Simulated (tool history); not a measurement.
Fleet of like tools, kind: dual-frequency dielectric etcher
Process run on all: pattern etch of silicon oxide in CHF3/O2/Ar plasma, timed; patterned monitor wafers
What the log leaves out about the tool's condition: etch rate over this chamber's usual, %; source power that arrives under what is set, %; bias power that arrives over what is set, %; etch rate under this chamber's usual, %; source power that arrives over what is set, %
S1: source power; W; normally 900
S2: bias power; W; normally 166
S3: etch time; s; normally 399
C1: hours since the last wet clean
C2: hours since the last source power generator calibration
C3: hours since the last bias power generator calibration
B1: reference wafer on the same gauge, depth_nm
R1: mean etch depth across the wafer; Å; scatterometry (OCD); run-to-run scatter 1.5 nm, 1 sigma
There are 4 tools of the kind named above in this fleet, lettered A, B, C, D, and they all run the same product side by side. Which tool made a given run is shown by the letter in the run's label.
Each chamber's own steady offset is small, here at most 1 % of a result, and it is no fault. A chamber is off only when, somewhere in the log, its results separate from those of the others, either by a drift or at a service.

Run 1B, hour 7.1: usual settings; C1 189.3; C2 703.0; C3 941.4; B1 841.26. Result: R1 8947.5 Å.
Run 2D, hour 15.2: usual settings; C1 325.6; C2 2777.8; C3 1771.0; B1 841.34. Result: R1 8988.7 Å.
Run 3C, hour 22.8: usual settings; C1 463.6; C2 799.7; C3 367.1; B1 841.87. Result: R1 9058.2 Å.
At hour 26.7: chamber C: wet clean of the chamber.
Run 4A, hour 30.2: usual settings; C1 309.0; C2 828.7; C3 973.4; B1 841.88. Result: R1 9049.2 Å.
Run 5A, hour 39.5: usual settings; C1 318.3; C2 838.0; C3 982.7; B1 841.52. Result: R1 9004.6 Å.
Run 6C, hour 45.1: usual settings but S1 790 W; C1 18.5; C2 822.0; C3 389.4; B1 841.58. Result: R1 8584.1 Å.
Run 7D, hour 52.4: usual settings but S1 790 W; C1 362.8; C2 2815.0; C3 1808.2; B1 842.26. Result: R1 8551.0 Å.
Run 8B, hour 60.4: usual settings but S1 790 W; C1 242.6; C2 756.3; C3 994.7; B1 842.38. Result: R1 8497.5 Å.
Run 9A, hour 68.2: usual settings but S1 790 W; C1 347.0; C2 866.7; C3 1011.4; B1 842.79. Result: R1 8600.5 Å.
Run 10C, hour 72.6: usual settings; C1 46.0; C2 849.5; C3 416.9; B1 842.90. Result: R1 9049.5 Å.
Run 11B, hour 80.1: usual settings; C1 262.3; C2 776.0; C3 1014.4; B1 842.89. Result: R1 8934.8 Å.
Run 12D, hour 89.1: usual settings; C1 399.5; C2 2851.7; C3 1844.9; B1 843.20. Result: R1 8996.5 Å.
At hour 92.4: chamber D: bias power generator calibrated.
Run 13C, hour 98.5: usual settings; C1 71.9; C2 875.4; C3 442.8; B1 843.21. Result: R1 9053.8 Å.
At hour 101.2: chamber D: wet clean of the chamber.
Run 14B, hour 107.0: usual settings but S1 1020 W, S3 493 s; C1 289.2; C2 802.9; C3 1041.3; B1 842.82. Result: R1 11585.0 Å.
Run 15A, hour 114.9: usual settings but S1 1020 W, S3 493 s; C1 393.7; C2 913.4; C3 1058.1; B1 843.20. Result: R1 11735.0 Å.
Run 16D, hour 121.6: usual settings but S1 1020 W, S3 493 s; C1 20.4; C2 2884.2; C3 29.2; B1 843.77. Result: R1 11690.0 Å.
Run 17B, hour 129.1: usual settings but S1 1020 W, S3 493 s; C1 311.3; C2 825.0; C3 1063.4; B1 843.64. Result: R1 11610.0 Å.
Run 18C, hour 133.9: usual settings; C1 107.3; C2 910.8; C3 478.2; B1 844.12. Result: R1 9054.4 Å.
At hour 135.3: chamber A: wet clean of the chamber.
Run 19D, hour 143.3: usual settings; C1 42.1; C2 2905.9; C3 50.9; B1 844.11. Result: R1 8995.0 Å.
Run 20A, hour 149.6: usual settings; C1 14.4; C2 948.1; C3 1092.8; B1 844.15. Result: R1 9067.1 Å.
Run 21C, hour 154.3: usual settings; C1 127.7; C2 931.2; C3 498.6; B1 844.29. Result: R1 9054.0 Å.
Run 22B, hour 160.9: usual settings; C1 343.1; C2 856.8; C3 1095.2; B1 844.46. Result: R1 8944.2 Å.
At hour 163.2: chamber B: wet clean of the chamber.
Run 23A, hour 166.7: usual settings but S1 970 W, S3 515 s; C1 31.5; C2 965.2; C3 1109.9; B1 844.91. Result: R1 12026.0 Å.
Run 24D, hour 174.4: usual settings but S1 970 W, S3 515 s; C1 73.2; C2 2937.0; C3 82.0; B1 844.63. Result: R1 12008.0 Å.
Run 25C, hour 180.9: usual settings but S1 970 W, S3 515 s; C1 154.3; C2 957.8; C3 525.2; B1 845.18. Result: R1 12057.0 Å.
Run 26B, hour 187.1: usual settings but S1 970 W, S3 515 s; C1 23.9; C2 883.0; C3 1121.4; B1 845.09. Result: R1 11938.0 Å.
Run 27A, hour 192.5: usual settings; C1 57.3; C2 991.0; C3 1135.7; B1 845.26. Result: R1 9085.1 Å.
Run 28D, hour 197.4: usual settings but S2 186 W; C1 96.2; C2 2960.0; C3 105.0; B1 844.90. Result: R1 9338.7 Å.
Run 29D, hour 201.8: usual settings but S2 186 W; C1 100.6; C2 2964.4; C3 109.4; B1 845.78. Result: R1 9343.3 Å.
Run 30A, hour 210.8: usual settings but S2 186 W; C1 75.6; C2 1009.3; C3 1154.0; B1 845.26. Result: R1 9408.7 Å.
Run 31C, hour 216.8: usual settings but S2 186 W; C1 190.2; C2 993.7; C3 561.1; B1 845.49. Result: R1 9430.0 Å.
Run 32B, hour 222.8: usual settings; C1 59.6; C2 918.7; C3 1157.1; B1 845.96. Result: R1 8982.7 Å.
Run 33B, hour 227.4: usual settings; C1 64.2; C2 923.3; C3 1161.7; B1 846.06. Result: R1 8985.6 Å.
Run 34A, hour 232.0: usual settings; C1 96.8; C2 1030.5; C3 1175.2; B1 846.09. Result: R1 9092.0 Å.
Run 35D, hour 240.4: usual settings; C1 139.2; C2 3003.0; C3 148.0; B1 846.53. Result: R1 9046.3 Å.
Run 36C, hour 248.8: usual settings; C1 222.2; C2 1025.7; C3 593.1; B1 846.48. Result: R1 9071.2 Å.
Run 37C, hour 257.3: usual settings; C1 230.7; C2 1034.2; C3 601.6; B1 846.61. Result: R1 9116.4 Å.

Next, every chamber runs the same settings. What will each give?
Run 38A, hour 264.0: usual settings. Result: R1 ?.
Run 38B, hour 264.0: usual settings. Result: R1 ?.
Run 38C, hour 264.0: usual settings. Result: R1 ?.
Run 38D, hour 264.0: usual settings. Result: R1 ?.

run      R1
38A  9106.2
38B  8990.8
38C  9091.4
38D  9024.9
